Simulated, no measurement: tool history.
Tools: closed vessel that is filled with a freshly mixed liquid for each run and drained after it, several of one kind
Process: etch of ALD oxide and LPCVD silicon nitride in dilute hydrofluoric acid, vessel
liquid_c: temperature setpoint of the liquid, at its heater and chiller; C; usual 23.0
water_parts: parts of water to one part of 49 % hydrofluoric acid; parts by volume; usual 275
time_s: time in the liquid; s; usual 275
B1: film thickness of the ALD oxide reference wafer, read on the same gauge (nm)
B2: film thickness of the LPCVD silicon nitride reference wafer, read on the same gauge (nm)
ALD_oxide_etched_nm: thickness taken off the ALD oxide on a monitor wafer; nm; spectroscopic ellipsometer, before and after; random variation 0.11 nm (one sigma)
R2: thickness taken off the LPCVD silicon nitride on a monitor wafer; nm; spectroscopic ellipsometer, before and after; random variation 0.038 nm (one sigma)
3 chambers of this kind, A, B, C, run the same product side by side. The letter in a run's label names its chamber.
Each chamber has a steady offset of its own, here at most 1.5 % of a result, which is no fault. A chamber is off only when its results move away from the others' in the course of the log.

Run 1C, hour 8.3: usual settings; B1 60.025; B2 109.98. Result: ALD_oxide_etched_nm 15.1890 nm, R2 0.40884 nm.
Run 2A, hour 14.7: usual settings; B1 59.995; B2 110.00. Result: ALD_oxide_etched_nm 15.0240 nm, R2 0.43712 nm.
Run 3B, hour 18.9: usual settings; B1 59.986; B2 110.00. Result: ALD_oxide_etched_nm 15.1950 nm, R2 0.48392 nm.
Run 4C, hour 25.3: usual settings; B1 59.965; B2 110.01. Result: ALD_oxide_etched_nm 15.2150 nm, R2 0.44525 nm.
Run 5B, hour 30.1: usual settings but liquid_c 26.5 C; B1 60.019; B2 110.00. Result: ALD_oxide_etched_nm 17.3630 nm, R2 0.49260 nm.
Run 6A, hour 33.8: usual settings but liquid_c 26.5 C; B1 60.021; B2 109.99. Result: ALD_oxide_etched_nm 17.1600 nm, R2 0.62672 nm.
Run 7C, hour 40.0: usual settings but liquid_c 26.5 C; B1 59.966; B2 110.00. Result: ALD_oxide_etched_nm 17.0110 nm, R2 0.62645 nm.
Run 8A, hour 48.3: usual settings; B1 60.044; B2 110.01. Result: ALD_oxide_etched_nm 15.2460 nm, R2 0.40848 nm.
Run 9B, hour 55.6: usual settings but time_s 155 s; B1 59.976; B2 110.00. Result: ALD_oxide_etched_nm 8.5902 nm, R2 0.26720 nm.
Run 10B, hour 61.4: usual settings but time_s 155 s; B1 60.002; B2 110.02. Result: ALD_oxide_etched_nm 8.5628 nm, R2 0.26710 nm.
Run 11C, hour 68.8: usual settings but time_s 155 s; B1 59.997; B2 110.01. Result: ALD_oxide_etched_nm 8.6173 nm, R2 0.26766 nm.
Run 12A, hour 75.0: usual settings; B1 59.965; B2 109.99. Result: ALD_oxide_etched_nm 15.1510 nm, R2 0.45470 nm.
Run 13C, hour 82.9: usual settings; B1 59.997; B2 109.99. Result: ALD_oxide_etched_nm 15.4060 nm, R2 0.41879 nm.
Run 14A, hour 91.3: usual settings but liquid_c 26.5 C, time_s 345 s; B1 59.969; B2 109.99. Result: ALD_oxide_etched_nm 21.0660 nm, R2 0.74763 nm.
Run 15B, hour 98.4: usual settings but liquid_c 26.5 C, time_s 345 s; B1 59.993; B2 110.00. Result: ALD_oxide_etched_nm 21.6620 nm, R2 0.73973 nm.
Run 16C, hour 102.9: usual settings but liquid_c 26.5 C, time_s 345 s; B1 60.041; B2 110.01. Result: ALD_oxide_etched_nm 21.4220 nm, R2 0.76681 nm.
Run 17B, hour 111.5: usual settings; B1 59.968; B2 109.99. Result: ALD_oxide_etched_nm 15.7880 nm, R2 0.42552 nm.
Run 18A, hour 115.6: usual settings; B1 59.978; B2 110.00. Result: ALD_oxide_etched_nm 15.1330 nm, R2 0.45173 nm.
Run 19A, hour 122.6: usual settings; B1 60.050; B2 110.01. Result: ALD_oxide_etched_nm 15.1890 nm, R2 0.45046 nm.
Run 20B, hour 129.6: usual settings; B1 59.964; B2 109.98. Result: ALD_oxide_etched_nm 15.6860 nm, R2 0.43580 nm.
Run 21C, hour 134.2: usual settings; B1 60.020; B2 109.99. Result: ALD_oxide_etched_nm 15.3800 nm, R2 0.44993 nm.
Run 22A, hour 141.0: usual settings; B1 59.983; B2 110.00. Result: ALD_oxide_etched_nm 14.9480 nm, R2 0.47497 nm.
Run 23C, hour 145.1: usual settings; B1 59.977; B2 109.99. Result: ALD_oxide_etched_nm 15.2210 nm, R2 0.43543 nm.
Run 24B, hour 150.4: usual settings but liquid_c 25.0 C, time_s 160 s; B1 60.020; B2 110.00. Result: ALD_oxide_etched_nm 9.8077 nm, R2 0.30788 nm.
Run 25B, hour 158.7: usual settings but liquid_c 25.0 C, time_s 160 s; B1 59.994; B2 110.01. Result: ALD_oxide_etched_nm 9.9062 nm, R2 0.34465 nm.
Run 26A, hour 164.8: usual settings but liquid_c 25.0 C, time_s 160 s; B1 60.027; B2 110.00. Result: ALD_oxide_etched_nm 9.4796 nm, R2 0.30636 nm.
Run 27C, hour 171.5: usual settings but liquid_c 28.0 C, time_s 355 s; B1 59.989; B2 110.00. Result: ALD_oxide_etched_nm 23.4870 nm, R2 0.81191 nm.
Run 28C, hour 177.3: usual settings but liquid_c 28.0 C, time_s 355 s; B1 60.009; B2 110.01. Result: ALD_oxide_etched_nm 23.4810 nm, R2 0.92923 nm.
Run 29A, hour 181.4: usual settings but liquid_c 28.0 C, time_s 355 s; B1 60.013; B2 109.99. Result: ALD_oxide_etched_nm 23.3600 nm, R2 0.75893 nm.
Run 30B, hour 185.6: usual settings but water_parts 355 parts by volume; B1 60.026; B2 109.96. Result: ALD_oxide_etched_nm 11.4920 nm, R2 0.40394 nm.
Run 31B, hour 193.2: usual settings but water_parts 355 parts by volume; B1 60.066; B2 110.01. Result: ALD_oxide_etched_nm 11.5830 nm, R2 0.32911 nm.
Run 32A, hour 201.7: usual settings but water_parts 355 parts by volume; B1 59.957; B2 109.99. Result: ALD_oxide_etched_nm 10.7850 nm, R2 0.32053 nm.

All 3 chambers run these settings next. Forecast each chamber's results:
Run 33A, hour 207.9: usual settings but water_parts 220 parts by volume. Result: ALD_oxide_etched_nm ?, R2 ?.
Run 33B, hour 207.9: usual settings but water_parts 220 parts by volume. Result: ALD_oxide_etched_nm ?, R2 ?.
Run 33C, hour 207.9: usual settings but water_parts 220 parts by volume. Result: ALD_oxide_etched_nm ?, R2 ?.

run  ALD_oxide_etched_nm       R2
33A              19.8570  0.57450
33B              21.5760  0.60711
33C              20.2290  0.69368

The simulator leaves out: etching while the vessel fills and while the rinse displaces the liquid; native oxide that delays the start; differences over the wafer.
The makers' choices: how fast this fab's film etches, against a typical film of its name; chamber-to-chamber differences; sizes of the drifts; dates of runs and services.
